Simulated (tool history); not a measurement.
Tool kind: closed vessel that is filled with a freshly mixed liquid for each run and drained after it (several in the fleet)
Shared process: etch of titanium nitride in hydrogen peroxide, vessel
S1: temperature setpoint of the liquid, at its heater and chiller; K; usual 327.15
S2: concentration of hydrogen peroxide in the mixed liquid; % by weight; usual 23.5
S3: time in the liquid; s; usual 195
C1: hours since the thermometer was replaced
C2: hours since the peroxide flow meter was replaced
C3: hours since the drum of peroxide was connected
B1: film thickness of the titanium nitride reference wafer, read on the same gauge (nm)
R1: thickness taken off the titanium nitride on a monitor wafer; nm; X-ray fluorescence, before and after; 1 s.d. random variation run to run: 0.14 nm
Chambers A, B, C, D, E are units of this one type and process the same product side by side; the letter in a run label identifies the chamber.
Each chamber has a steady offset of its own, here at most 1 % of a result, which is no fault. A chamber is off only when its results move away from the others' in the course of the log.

run,hour,S1,S2,S3,C1,C2,C3,B1,R1
1C,8.3,327.15,23.5,195,1231.5,1604.8,129.4,110.03,18.435
# hour 15.9: chamber D: peroxide flow meter replaced
2A,17.6,327.15,23.5,195,2331.4,767.6,698,109.97,18.236
3D,30.2,327.15,23.5,195,1991.2,14.4,673.7,110.05,18.255
4B,37.7,327.15,23.5,195,1258.6,1623.7,1442.3,109.98,18.298
5E,49.2,327.15,23.5,195,2129.7,974.5,840.5,109.98,18.631
6B,57.2,327.15,23.5,195,1278.1,1643.2,1461.8,109.96,18.525
7C,68.8,327.15,23.5,195,1292,1665.3,189.9,109.96,18.561
8A,79.2,327.15,23.5,195,2393,829.2,759.6,109.97,18.31
# hour 83.5: chamber B: new drum of peroxide connected
9E,86.9,327.15,23.5,195,2167.4,1012.2,878.2,109.96,18.454
10D,95.8,327.15,23.5,195,2056.8,80,739.3,110.01,18.433
# hour 103.9: chamber E: thermometer replaced
11D,104.1,327.15,23.5,195,2065.1,88.3,747.6,110.02,18.087
12B,116.3,327.15,23.5,195,1337.2,1702.3,32.8,110,18.249
13E,125.1,327.15,23.5,195,21.2,1050.4,916.4,110,18.712
14A,131.2,327.15,23.5,195,2445,881.2,811.6,110,18.432
# hour 135.5: chamber A: thermometer replaced
15C,138.1,327.15,23.5,195,1361.3,1734.6,259.2,109.97,18.091
# hour 145.8: chamber A: new drum of peroxide connected
16A,149.9,327.15,23.5,195,14.4,899.9,4.1,110,18.587
17D,155.5,333.15,23.5,195,2116.5,139.7,799,110.01,27.652
18B,168.1,333.15,23.5,195,1389,1754.1,84.6,109.99,28.046
19E,179.8,333.15,23.5,195,75.9,1105.1,971.1,110,28.104
20C,185.6,333.15,23.5,195,1408.8,1782.1,306.7,110.06,27.667
21B,196.1,333.15,23.5,195,1417,1782.1,112.6,109.99,27.887
22D,204.8,327.15,23.5,195,2165.8,189,848.3,110,18.456
23C,214.5,327.15,23.5,195,1437.7,1811,335.6,110,17.912
# hour 214.8: chamber E: new drum of peroxide connected
24A,223.6,327.15,23.5,195,88.1,973.6,77.8,110.03,18.282
25E,235.2,327.15,23.5,195,131.3,1160.5,20.5,109.99,18.55
26E,245.6,327.15,26.5,145,141.7,1170.9,30.9,110.03,14.201
27D,254.6,327.15,26.5,145,2215.6,238.8,898.1,110,14.114
28A,263.5,327.15,26.5,145,128,1013.5,117.7,109.98,14.149
29C,270.9,327.15,26.5,145,1494.1,1867.4,392,109.99,13.408
30B,283.3,327.15,26.5,145,1504.2,1869.3,199.8,109.98,14.068
31A,294.3,327.15,23.5,195,158.8,1044.3,148.5,109.98,18.334
# hour 301.1: chamber D: new drum of peroxide connected
32E,304,320.65,19.5,195,200.1,1229.3,89.3,110.02,11.071
33B,313.5,320.65,19.5,195,1534.4,1899.5,230,109.98,11.162
34D,321.8,320.65,19.5,195,2282.8,306,20.8,110.01,10.992
35C,330.9,320.65,19.5,195,1554.1,1927.4,452,110,10.316
36A,337.5,320.65,19.5,195,202,1087.5,191.7,109.99,11.039
37E,345.9,327.15,23.5,195,242,1271.2,131.2,109.97,18.522
38B,352.1,327.15,23.5,195,1573,1938.1,268.6,110.02,18.459

Each of the 5 chambers runs these same settings next. Fill in every chamber's results:
39A,361.3,327.15,23.5,195,,,,,?
39B,361.3,327.15,23.5,195,,,,,?
39C,361.3,327.15,23.5,195,,,,,?
39D,361.3,327.15,23.5,195,,,,,?
39E,361.3,327.15,23.5,195,,,,,?

run,R1
39A,18.243
39B,18.517
39C,16.943
39D,18.336
39E,18.325
